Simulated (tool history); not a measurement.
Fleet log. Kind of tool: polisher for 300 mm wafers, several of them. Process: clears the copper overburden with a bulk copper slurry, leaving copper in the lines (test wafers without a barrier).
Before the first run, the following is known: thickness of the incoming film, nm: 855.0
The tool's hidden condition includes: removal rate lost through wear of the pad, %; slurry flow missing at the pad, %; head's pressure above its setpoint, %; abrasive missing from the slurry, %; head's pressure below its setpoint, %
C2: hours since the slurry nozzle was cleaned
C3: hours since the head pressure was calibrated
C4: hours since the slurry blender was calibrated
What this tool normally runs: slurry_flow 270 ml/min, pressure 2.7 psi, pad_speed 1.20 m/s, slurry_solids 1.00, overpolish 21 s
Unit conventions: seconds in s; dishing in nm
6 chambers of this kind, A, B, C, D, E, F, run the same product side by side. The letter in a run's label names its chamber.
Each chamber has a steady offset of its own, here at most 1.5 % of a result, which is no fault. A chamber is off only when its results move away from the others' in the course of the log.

{"run": "1F", "hour": 8.0, "slurry_flow": 270, "pressure": 2.7, "pad_speed": 1.2, "slurry_solids": 1.0, "overpolish": 21, "wafers polished on this pad": 387, "C2": 561.5, "C3": 583.9, "C4": 20.6, "seconds": 70.815, "dishing": 84.167}
{"run": "2C", "hour": 12.7, "slurry_flow": 270, "pressure": 2.7, "pad_speed": 1.2, "slurry_solids": 1.0, "overpolish": 21, "wafers polished on this pad": 550, "C2": 241.0, "C3": 226.3, "C4": 248.6, "seconds": 73.938, "dishing": 84.734}
{"hour": 16.9, "done": "chamber C: worn pad replaced by a new one"}
{"run": "3D", "hour": 18.1, "slurry_flow": 270, "pressure": 2.7, "pad_speed": 1.2, "slurry_solids": 1.0, "overpolish": 21, "wafers polished on this pad": 177, "C2": 165.3, "C3": 608.2, "C4": 206.2, "seconds": 71.064, "dishing": 82.666}
{"hour": 19.1, "done": "chamber C: slurry nozzle cleaned"}
{"hour": 23.0, "done": "chamber B: worn pad replaced by a new one"}
{"run": "4B", "hour": 23.5, "slurry_flow": 270, "pressure": 2.7, "pad_speed": 1.2, "slurry_solids": 1.0, "overpolish": 21, "wafers polished on this pad": 5, "C2": 449.5, "C3": 453.1, "C4": 183.6, "seconds": 73.672, "dishing": 82.776}
{"run": "5E", "hour": 27.8, "slurry_flow": 270, "pressure": 2.7, "pad_speed": 1.2, "slurry_solids": 1.0, "overpolish": 21, "wafers polished on this pad": 705, "C2": 343.5, "C3": 1556.5, "C4": 195.0, "seconds": 72.051, "dishing": 84.306}
{"run": "6A", "hour": 33.3, "slurry_flow": 270, "pressure": 2.7, "pad_speed": 1.2, "slurry_solids": 1.0, "overpolish": 21, "wafers polished on this pad": 577, "C2": 415.4, "C3": 177.4, "C4": 191.5, "seconds": 72.184, "dishing": 81.828}
{"run": "7C", "hour": 39.3, "slurry_flow": 325, "pressure": 2.7, "pad_speed": 0.94, "slurry_solids": 1.0, "overpolish": 21, "wafers polished on this pad": 189, "C2": 20.3, "C3": 252.9, "C4": 275.2, "seconds": 89.562, "dishing": 77.94}
{"run": "8A", "hour": 44.4, "slurry_flow": 325, "pressure": 2.7, "pad_speed": 0.94, "slurry_solids": 1.0, "overpolish": 21, "wafers polished on this pad": 671, "C2": 426.5, "C3": 188.5, "C4": 202.6, "seconds": 91.369, "dishing": 75.029}
{"run": "9B", "hour": 51.4, "slurry_flow": 325, "pressure": 2.7, "pad_speed": 0.94, "slurry_solids": 1.0, "overpolish": 21, "wafers polished on this pad": 241, "C2": 477.4, "C3": 481.0, "C4": 211.5, "seconds": 92.022, "dishing": 80.812}
{"hour": 56.3, "done": "chamber E: worn pad replaced by a new one"}
{"run": "10E", "hour": 57.7, "slurry_flow": 325, "pressure": 2.7, "pad_speed": 0.94, "slurry_solids": 1.0, "overpolish": 21, "wafers polished on this pad": 12, "C2": 373.4, "C3": 1586.4, "C4": 224.9, "seconds": 88.175, "dishing": 80.779}
{"run": "11D", "hour": 65.1, "slurry_flow": 325, "pressure": 2.7, "pad_speed": 0.94, "slurry_solids": 1.0, "overpolish": 21, "wafers polished on this pad": 575, "C2": 212.3, "C3": 655.2, "C4": 253.2, "seconds": 92.006, "dishing": 75.977}
{"hour": 70.3, "done": "chamber D: worn pad replaced by a new one"}
{"run": "12F", "hour": 72.1, "slurry_flow": 325, "pressure": 2.7, "pad_speed": 0.94, "slurry_solids": 1.0, "overpolish": 21, "wafers polished on this pad": 929, "C2": 625.6, "C3": 648.0, "C4": 84.7, "seconds": 92.51, "dishing": 77.069}
{"hour": 72.7, "done": "chamber E: head pressure recalibrated"}
{"run": "13B", "hour": 79.5, "slurry_flow": 270, "pressure": 2.7, "pad_speed": 1.2, "slurry_solids": 1.0, "overpolish": 21, "wafers polished on this pad": 478, "C2": 505.5, "C3": 509.1, "C4": 239.6, "seconds": 72.161, "dishing": 83.491}
{"hour": 81.2, "done": "chamber C: worn pad replaced by a new one"}
{"hour": 84.5, "done": "chamber E: slurry nozzle cleaned"}
{"run": "14A", "hour": 87.3, "slurry_flow": 270, "pressure": 2.7, "pad_speed": 1.2, "slurry_solids": 1.0, "overpolish": 21, "wafers polished on this pad": 1034, "C2": 469.4, "C3": 231.4, "C4": 245.5, "seconds": 73.171, "dishing": 85.104}
{"hour": 94.6, "done": "chamber E: slurry blender recalibrated"}
{"run": "15D", "hour": 95.6, "slurry_flow": 270, "pressure": 2.7, "pad_speed": 1.2, "slurry_solids": 1.0, "overpolish": 21, "wafers polished on this pad": 214, "C2": 242.8, "C3": 685.7, "C4": 283.7, "seconds": 72.595, "dishing": 83.316}
{"hour": 102.6, "done": "chamber A: worn pad replaced by a new one"}
{"run": "16C", "hour": 104.1, "slurry_flow": 270, "pressure": 2.7, "pad_speed": 1.2, "slurry_solids": 1.0, "overpolish": 21, "wafers polished on this pad": 194, "C2": 85.1, "C3": 317.7, "C4": 340.0, "seconds": 73.082, "dishing": 87.598}
{"run": "17F", "hour": 112.4, "slurry_flow": 270, "pressure": 2.7, "pad_speed": 1.2, "slurry_solids": 1.0, "overpolish": 21, "wafers polished on this pad": 1270, "C2": 665.9, "C3": 688.3, "C4": 125.0, "seconds": 72.618, "dishing": 82.318}
{"run": "18E", "hour": 116.7, "slurry_flow": 270, "pressure": 2.7, "pad_speed": 1.2, "slurry_solids": 0.75, "overpolish": 21, "wafers polished on this pad": 511, "C2": 32.2, "C3": 44.1, "C4": 22.2, "seconds": 75.69, "dishing": 83.416}
{"run": "19E", "hour": 120.8, "slurry_flow": 270, "pressure": 2.7, "pad_speed": 1.2, "slurry_solids": 0.75, "overpolish": 21, "wafers polished on this pad": 546, "C2": 36.3, "C3": 48.2, "C4": 26.3, "seconds": 77.209, "dishing": 81.113}
{"run": "20A", "hour": 127.0, "slurry_flow": 270, "pressure": 2.7, "pad_speed": 1.2, "slurry_solids": 0.75, "overpolish": 21, "wafers polished on this pad": 206, "C2": 509.1, "C3": 271.1, "C4": 285.2, "seconds": 75.771, "dishing": 84.104}
{"run": "21F", "hour": 131.7, "slurry_flow": 270, "pressure": 2.7, "pad_speed": 1.2, "slurry_solids": 0.75, "overpolish": 21, "wafers polished on this pad": 1434, "C2": 685.2, "C3": 707.6, "C4": 144.3, "seconds": 81.116, "dishing": 82.416}
{"hour": 137.9, "done": "chamber D: worn pad replaced by a new one"}
{"hour": 140.6, "done": "chamber C: worn pad replaced by a new one"}
{"run": "22B", "hour": 140.6, "slurry_flow": 270, "pressure": 2.7, "pad_speed": 1.2, "slurry_solids": 0.75, "overpolish": 21, "wafers polished on this pad": 995, "C2": 566.6, "C3": 570.2, "C4": 300.7, "seconds": 77.501, "dishing": 85.016}
{"hour": 144.0, "done": "chamber F: slurry blender recalibrated"}
{"run": "23C", "hour": 148.3, "slurry_flow": 270, "pressure": 2.7, "pad_speed": 1.2, "slurry_solids": 0.75, "overpolish": 21, "wafers polished on this pad": 65, "C2": 129.3, "C3": 361.9, "C4": 384.2, "seconds": 75.71, "dishing": 83.495}
{"hour": 154.7, "done": "chamber E: worn pad replaced by a new one"}
{"run": "24D", "hour": 155.9, "slurry_flow": 270, "pressure": 2.7, "pad_speed": 1.2, "slurry_solids": 1.0, "overpolish": 21, "wafers polished on this pad": 152, "C2": 303.1, "C3": 746.0, "C4": 344.0, "seconds": 72.503, "dishing": 86.957}
{"hour": 158.1, "done": "chamber A: slurry nozzle cleaned"}
{"run": "25C", "hour": 160.1, "slurry_flow": 270, "pressure": 2.7, "pad_speed": 1.2, "slurry_solids": 1.0, "overpolish": 21, "wafers polished on this pad": 165, "C2": 141.1, "C3": 373.7, "C4": 396.0, "seconds": 72.141, "dishing": 84.854}
{"run": "26B", "hour": 164.1, "slurry_flow": 270, "pressure": 2.7, "pad_speed": 1.2, "slurry_solids": 1.0, "overpolish": 21, "wafers polished on this pad": 1194, "C2": 590.1, "C3": 593.7, "C4": 324.2, "seconds": 71.772, "dishing": 89.019}
{"run": "27F", "hour": 168.2, "slurry_flow": 270, "pressure": 2.7, "pad_speed": 1.2, "slurry_solids": 1.0, "overpolish": 21, "wafers polished on this pad": 1743, "C2": 721.7, "C3": 744.1, "C4": 24.3, "seconds": 76.68, "dishing": 83.333}
{"hour": 172.6, "done": "chamber B: slurry blender recalibrated"}
{"hour": 175.1, "done": "chamber F: slurry nozzle cleaned"}
{"run": "28E", "hour": 177.1, "slurry_flow": 270, "pressure": 2.7, "pad_speed": 1.2, "slurry_solids": 1.0, "overpolish": 21, "wafers polished on this pad": 189, "C2": 92.6, "C3": 104.5, "C4": 82.6, "seconds": 71.31, "dishing": 83.533}
{"hour": 177.2, "done": "chamber B: worn pad replaced by a new one"}
{"hour": 180.1, "done": "chamber D: head pressure recalibrated"}
{"hour": 183.2, "done": "chamber B: slurry nozzle cleaned"}
{"run": "29A", "hour": 184.1, "slurry_flow": 270, "pressure": 2.7, "pad_speed": 1.2, "slurry_solids": 1.0, "overpolish": 21, "wafers polished on this pad": 689, "C2": 26.1, "C3": 328.2, "C4": 342.3, "seconds": 72.147, "dishing": 85.442}
{"run": "30D", "hour": 191.2, "slurry_flow": 270, "pressure": 2.7, "pad_speed": 1.2, "slurry_solids": 1.0, "overpolish": 21, "wafers polished on this pad": 451, "C2": 338.4, "C3": 11.2, "C4": 379.3, "seconds": 73.959, "dishing": 84.162}
{"run": "31E", "hour": 196.0, "slurry_flow": 270, "pressure": 2.7, "pad_speed": 1.2, "slurry_solids": 1.0, "overpolish": 21, "wafers polished on this pad": 349, "C2": 111.5, "C3": 123.4, "C4": 101.5, "seconds": 72.111, "dishing": 84.03}
{"hour": 199.6, "done": "chamber C: worn pad replaced by a new one"}
{"run": "32C", "hour": 201.8, "slurry_flow": 270, "pressure": 2.7, "pad_speed": 1.2, "slurry_solids": 1.0, "overpolish": 21, "wafers polished on this pad": 18, "C2": 182.8, "C3": 415.4, "C4": 437.7, "seconds": 71.834, "dishing": 83.157}
{"run": "33F", "hour": 206.4, "slurry_flow": 270, "pressure": 2.7, "pad_speed": 1.2, "slurry_solids": 1.0, "overpolish": 21, "wafers polished on this pad": 2066, "C2": 31.3, "C3": 782.3, "C4": 62.5, "seconds": 76.432, "dishing": 79.156}
{"run": "34B", "hour": 213.2, "slurry_flow": 270, "pressure": 2.7, "pad_speed": 1.2, "slurry_solids": 1.0, "overpolish": 21, "wafers polished on this pad": 304, "C2": 30.0, "C3": 642.8, "C4": 40.6, "seconds": 71.647, "dishing": 87.843}
{"hour": 215.7, "done": "chamber D: worn pad replaced by a new one"}
{"run": "35A", "hour": 222.0, "slurry_flow": 270, "pressure": 2.7, "pad_speed": 1.2, "slurry_solids": 1.0, "overpolish": 21, "wafers polished on this pad": 1010, "C2": 64.0, "C3": 366.1, "C4": 380.2, "seconds": 73.475, "dishing": 86.091}
{"run": "36D", "hour": 226.8, "slurry_flow": 350, "pressure": 2.7, "pad_speed": 1.2, "slurry_solids": 1.0, "overpolish": 21, "wafers polished on this pad": 94, "C2": 374.0, "C3": 46.8, "C4": 414.9, "seconds": 70.615, "dishing": 84.148}
{"run": "37D", "hour": 231.5, "slurry_flow": 350, "pressure": 2.7, "pad_speed": 1.2, "slurry_solids": 1.0, "overpolish": 21, "wafers polished on this pad": 134, "C2": 378.7, "C3": 51.5, "C4": 419.6, "seconds": 71.003, "dishing": 86.184}
{"run": "38B", "hour": 240.3, "slurry_flow": 350, "pressure": 2.7, "pad_speed": 1.2, "slurry_solids": 1.0, "overpolish": 21, "wafers polished on this pad": 534, "C2": 57.1, "C3": 669.9, "C4": 67.7, "seconds": 70.791, "dishing": 87.654}
{"run": "39A", "hour": 247.4, "slurry_flow": 350, "pressure": 2.7, "pad_speed": 1.2, "slurry_solids": 1.0, "overpolish": 21, "wafers polished on this pad": 1225, "C2": 89.4, "C3": 391.5, "C4": 405.6, "seconds": 69.144, "dishing": 86.473}
{"run": "40E", "hour": 252.9, "slurry_flow": 350, "pressure": 2.7, "pad_speed": 1.2, "slurry_solids": 1.0, "overpolish": 21, "wafers polished on this pad": 831, "C2": 168.4, "C3": 180.3, "C4": 158.4, "seconds": 70.823, "dishing": 82.838}

Next, every chamber runs the same settings. What will each give?
{"run": "41A", "hour": 259.7, "slurry_flow": 270, "pressure": 2.7, "pad_speed": 1.0, "slurry_solids": 1.0, "overpolish": 21, "seconds": "?", "dishing": "?"}
{"run": "41B", "hour": 259.7, "slurry_flow": 270, "pressure": 2.7, "pad_speed": 1.0, "slurry_solids": 1.0, "overpolish": 21, "seconds": "?", "dishing": "?"}
{"run": "41C", "hour": 259.7, "slurry_flow": 270, "pressure": 2.7, "pad_speed": 1.0, "slurry_solids": 1.0, "overpolish": 21, "seconds": "?", "dishing": "?"}
{"run": "41D", "hour": 259.7, "slurry_flow": 270, "pressure": 2.7, "pad_speed": 1.0, "slurry_solids": 1.0, "overpolish": 21, "seconds": "?", "dishing": "?"}
{"run": "41E", "hour": 259.7, "slurry_flow": 270, "pressure": 2.7, "pad_speed": 1.0, "slurry_solids": 1.0, "overpolish": 21, "seconds": "?", "dishing": "?"}
{"run": "41F", "hour": 259.7, "slurry_flow": 270, "pressure": 2.7, "pad_speed": 1.0, "slurry_solids": 1.0, "overpolish": 21, "seconds": "?", "dishing": "?"}

run=41A seconds=87.003 dishing=80.198
run=41B seconds=90.647 dishing=80.513
run=41C seconds=87.144 dishing=79.315
run=41D seconds=84.849 dishing=78.728
run=41E seconds=86.617 dishing=81.714
run=41F seconds=97.515 dishing=77.496
